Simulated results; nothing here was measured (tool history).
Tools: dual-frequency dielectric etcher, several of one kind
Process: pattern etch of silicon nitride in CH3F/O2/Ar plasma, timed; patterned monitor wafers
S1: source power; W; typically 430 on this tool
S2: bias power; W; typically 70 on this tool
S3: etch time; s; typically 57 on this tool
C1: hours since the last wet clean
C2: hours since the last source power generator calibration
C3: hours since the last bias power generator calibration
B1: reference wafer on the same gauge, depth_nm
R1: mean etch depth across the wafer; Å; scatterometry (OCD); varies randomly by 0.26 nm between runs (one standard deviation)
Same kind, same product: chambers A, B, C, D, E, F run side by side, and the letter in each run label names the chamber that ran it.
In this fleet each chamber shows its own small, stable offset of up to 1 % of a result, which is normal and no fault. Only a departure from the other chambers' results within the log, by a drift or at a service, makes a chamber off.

| run | day | S1 | S2 | S3 | C1 | C2 | C3 | B1 | R1 |
|---|---|---|---|---|---|---|---|---|---|
| 1E | 0.292 | 430 | 70 | 57 | 135.7 | 1190.7 | 996.5 | 40.098 | 406.59 |
| 2C | 0.654 | 430 | 70 | 57 | 245.4 | 351.3 | 1514.9 | 40.102 | 400.13 |
| 3A | 0.892 | 430 | 70 | 57 | 291.1 | 1778.2 | 1687.3 | 40.119 | 409.92 |
|  | 0.996 | chamber D: bias power generator calibrated |
| 4F | 1.262 | 430 | 70 | 57 | 46.9 | 2825.5 | 260 | 40.083 | 405.5 |
| 5B | 1.567 | 430 | 70 | 57 | 182.8 | 919 | 1770.6 | 40.09 | 402.21 |
| 6D | 1.958 | 430 | 70 | 57 | 338.9 | 1489.4 | 23.2 | 40.087 | 407.56 |
| 7C | 2.262 | 430 | 70 | 57 | 284 | 389.9 | 1553.5 | 40.1 | 401.38 |
| 8D | 2.717 | 430 | 70 | 57 | 357.1 | 1507.6 | 41.4 | 40.122 | 407.71 |
|  | 2.888 | chamber F: source power generator calibrated |
| 9E | 2.983 | 430 | 70 | 57 | 200.3 | 1255.3 | 1061.1 | 40.111 | 404.62 |
| 10B | 3.442 | 430 | 70 | 57 | 227.8 | 964 | 1815.6 | 40.136 | 404.84 |
| 11A | 3.908 | 430 | 70 | 57 | 363.5 | 1850.6 | 1759.7 | 40.191 | 403.17 |
| 12F | 4.2 | 430 | 79 | 44 | 117.4 | 31.6 | 330.5 | 40.103 | 323.96 |
| 13C | 4.492 | 430 | 79 | 44 | 337.5 | 443.4 | 1607 | 40.172 | 323.88 |
| 14F | 4.996 | 430 | 79 | 44 | 136.5 | 50.7 | 349.6 | 40.08 | 330.49 |
| 15A | 5.392 | 430 | 79 | 44 | 399.1 | 1886.2 | 1795.3 | 40.128 | 326.05 |
| 16E | 5.692 | 430 | 79 | 44 | 265.3 | 1320.3 | 1126.1 | 40.097 | 324.38 |
| 17B | 6.225 | 430 | 79 | 44 | 294.6 | 1030.8 | 1882.4 | 40.099 | 328 |
| 18D | 6.6 | 430 | 70 | 57 | 450.3 | 1600.8 | 134.6 | 40.107 | 408.67 |
| 19E | 7.083 | 430 | 70 | 57 | 298.7 | 1353.7 | 1159.5 | 40.146 | 407.22 |
| 20F | 7.562 | 350 | 60 | 57 | 198.1 | 112.3 | 411.2 | 40.132 | 361.94 |
| 21C | 8.038 | 350 | 60 | 57 | 422.6 | 528.5 | 1692.1 | 40.092 | 354.3 |
| 22D | 8.338 | 350 | 60 | 57 | 492 | 1642.5 | 176.3 | 40.122 | 360.48 |
| 23A | 8.679 | 350 | 60 | 57 | 478 | 1965.1 | 1874.2 | 40.046 | 360.04 |
| 24B | 9.029 | 350 | 60 | 57 | 361.9 | 1098.1 | 1949.7 | 40.154 | 354.64 |
| 25E | 9.508 | 350 | 60 | 57 | 356.9 | 1411.9 | 1217.7 | 40.15 | 356.79 |
| 26D | 9.929 | 430 | 70 | 57 | 530.2 | 1680.7 | 214.5 | 40.074 | 405.14 |
| 27A | 10.396 | 430 | 60 | 57 | 519.2 | 2006.3 | 1915.4 | 40.067 | 381.76 |
| 28B | 10.867 | 430 | 60 | 57 | 406 | 1142.2 | 1993.8 | 40.094 | 388.21 |
| 29C | 11.242 | 430 | 60 | 57 | 499.5 | 605.4 | 1769 | 40.149 | 380.5 |
| 30F | 11.625 | 430 | 60 | 57 | 295.6 | 209.8 | 508.7 | 40.163 | 386.19 |
| 31D | 11.888 | 430 | 60 | 57 | 577.2 | 1727.7 | 261.5 | 40.115 | 389.39 |
| 32F | 12.167 | 430 | 60 | 57 | 308.6 | 222.8 | 521.7 | 40.045 | 383.98 |
| 33E | 12.412 | 430 | 70 | 57 | 426.6 | 1481.6 | 1287.4 | 40.149 | 408.29 |
| 34B | 12.708 | 350 | 70 | 57 | 450.2 | 1186.4 | 2038 | 40.089 | 371.85 |
| 35A | 13.221 | 350 | 70 | 57 | 587 | 2074.1 | 1983.2 | 40.161 | 372.78 |
| 36C | 13.604 | 350 | 70 | 57 | 556.2 | 662.1 | 1825.7 | 40.134 | 372.34 |
| 37E | 13.962 | 350 | 70 | 57 | 463.8 | 1518.8 | 1324.6 | 40.079 | 376.55 |
| 38D | 14.383 | 350 | 70 | 57 | 637.1 | 1787.6 | 321.4 | 40.064 | 376.22 |
|  | 14.592 | chamber C: wet clean of the chamber |
| 39C | 14.617 | 350 | 70 | 57 | 0.7 | 686.4 | 1850 | 40.077 | 369.95 |

All chambers now run identical settings, listed one chamber a line with results as question marks. What results will each chamber show?
| 40A | 15.008 | 430 | 70 | 57 |  |  |  |  | ? |
| 40B | 15.008 | 430 | 70 | 57 |  |  |  |  | ? |
| 40C | 15.008 | 430 | 70 | 57 |  |  |  |  | ? |
| 40D | 15.008 | 430 | 70 | 57 |  |  |  |  | ? |
| 40E | 15.008 | 430 | 70 | 57 |  |  |  |  | ? |
| 40F | 15.008 | 430 | 70 | 57 |  |  |  |  | ? |

| run | R1 |
|---|---|
| 40A | 410.51 |
| 40B | 404.24 |
| 40C | 405.03 |
| 40D | 409.12 |
| 40E | 407.44 |
| 40F | 405.18 |

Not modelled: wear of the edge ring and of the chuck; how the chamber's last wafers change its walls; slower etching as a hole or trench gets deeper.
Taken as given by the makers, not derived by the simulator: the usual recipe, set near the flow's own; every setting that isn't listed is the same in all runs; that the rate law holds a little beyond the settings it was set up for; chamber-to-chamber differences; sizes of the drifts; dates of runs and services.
